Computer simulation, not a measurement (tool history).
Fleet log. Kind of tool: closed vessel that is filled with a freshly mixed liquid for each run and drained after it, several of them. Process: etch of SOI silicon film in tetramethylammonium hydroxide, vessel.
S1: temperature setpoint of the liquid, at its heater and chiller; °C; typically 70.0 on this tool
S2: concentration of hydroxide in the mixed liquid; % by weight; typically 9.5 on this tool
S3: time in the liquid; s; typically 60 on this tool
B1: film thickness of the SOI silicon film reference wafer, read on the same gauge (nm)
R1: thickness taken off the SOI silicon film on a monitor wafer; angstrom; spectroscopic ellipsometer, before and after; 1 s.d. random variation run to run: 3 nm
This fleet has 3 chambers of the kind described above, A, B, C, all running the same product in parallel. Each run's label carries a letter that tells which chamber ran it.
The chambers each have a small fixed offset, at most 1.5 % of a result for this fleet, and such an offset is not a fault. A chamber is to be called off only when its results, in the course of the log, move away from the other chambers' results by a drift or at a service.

run,hour,S1,S2,S3,B1,R1
1A,11.3,70.0,9.5,60,80.007,4419.4
2C,19.5,70.0,9.5,60,80.000,4383.1
3B,30.1,70.0,9.5,60,79.992,4385.3
4B,36.4,70.0,9.5,60,80.001,4328.0
5C,44.4,70.0,9.5,60,80.002,4400.0
6A,55.4,70.0,9.5,60,80.015,4463.5
7B,61.8,70.0,9.5,60,79.993,4359.0
8C,69.4,70.0,9.5,60,80.009,4472.7
# hour 72.6: chamber A: hydroxide flow meter replaced
9A,75.4,70.0,8.5,30,79.983,2303.4
10A,81.4,70.0,8.5,30,79.995,2279.3
11C,87.9,70.0,8.5,30,80.006,2315.4
12B,93.1,70.0,9.5,60,80.012,4374.1
13C,101.5,70.0,9.5,60,80.011,4472.2
14A,112.9,73.5,9.5,30,80.025,2683.3
15B,119.4,73.5,9.5,30,79.992,2689.9
16C,129.7,73.5,9.5,30,80.008,2750.7
17B,139.5,70.0,9.5,60,80.010,4421.1
18A,146.7,70.0,9.5,60,79.993,4431.3
19B,158.1,70.0,9.5,60,80.002,4374.5
20A,164.7,70.0,9.5,60,79.995,4435.8
21C,172.3,70.0,9.5,60,79.985,4491.3
22C,182.5,70.0,9.5,60,79.994,4527.0
23B,189.6,70.0,9.5,60,80.000,4304.2
# hour 196.7: chamber B: thermometer replaced
24A,197.2,70.0,9.5,60,79.998,4430.4
25A,202.6,70.0,9.5,60,79.995,4433.0
26B,210.3,74.0,9.5,50,80.006,4557.3
27C,215.5,74.0,9.5,50,80.009,4836.7
28B,222.9,74.0,9.5,50,79.979,4656.8
29A,229.5,70.0,9.5,60,79.989,4438.7
30C,234.5,65.0,9.5,60,80.008,3409.1
31C,242.8,65.0,9.5,60,80.000,3420.2
32A,249.3,65.0,9.5,60,79.984,3302.0
33B,258.1,70.0,9.5,60,79.998,4359.5
34A,267.6,70.0,9.5,60,79.989,4410.3

All chambers now run identical settings, listed one chamber a line with results as question marks. What results will each chamber show?
35A,275.8,70.0,9.5,35,,?
35B,275.8,70.0,9.5,35,,?
35C,275.8,70.0,9.5,35,,?

run,R1
35A,2555.0
35B,2531.1
35C,2718.1
